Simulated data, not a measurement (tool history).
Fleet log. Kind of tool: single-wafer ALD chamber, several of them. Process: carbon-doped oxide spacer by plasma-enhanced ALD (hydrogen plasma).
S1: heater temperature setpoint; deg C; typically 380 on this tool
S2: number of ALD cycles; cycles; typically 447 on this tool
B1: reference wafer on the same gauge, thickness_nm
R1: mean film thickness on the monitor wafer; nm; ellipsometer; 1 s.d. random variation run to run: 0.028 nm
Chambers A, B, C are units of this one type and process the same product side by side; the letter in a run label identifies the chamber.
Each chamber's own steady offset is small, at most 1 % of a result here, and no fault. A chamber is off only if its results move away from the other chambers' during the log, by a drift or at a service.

run,day,S1,S2,B1,R1
1A,0.312,380,447,18.309,22.225
2C,0.562,380,447,18.309,22.243
3B,0.792,380,447,18.319,22.437
4A,0.950,380,447,18.314,22.260
5B,1.167,380,447,18.316,22.431
6C,1.425,380,447,18.320,22.269
7B,1.733,380,447,18.332,22.433
8C,1.988,380,447,18.336,22.263
9A,2.150,380,447,18.336,22.306
10B,2.421,380,447,18.339,22.434
11A,2.638,380,447,18.339,22.340
12C,2.833,380,447,18.344,22.247
13C,3.050,380,447,18.359,22.284
14B,3.188,380,447,18.346,22.386
15A,3.450,380,447,18.359,22.254
16B,3.742,380,447,18.365,22.479
17A,3.883,368,367,18.367,18.306
18C,4.083,368,367,18.372,18.326
19A,4.308,368,367,18.372,18.281
20B,4.471,380,447,18.376,22.456
21C,4.692,365,479,18.380,23.948
22A,4.871,365,479,18.388,23.891
23C,5.179,365,479,18.390,23.923

One chamber off, gauge drift, or nothing amiss beyond the chambers' own small offsets? If it is a chamber, which one, and what is the likeliest cause?

It is the gauge, not a chamber: its drift shows up in every chamber's results at once, and no chamber is off.
What lies behind it: gauge reads high (%) = 0.515.
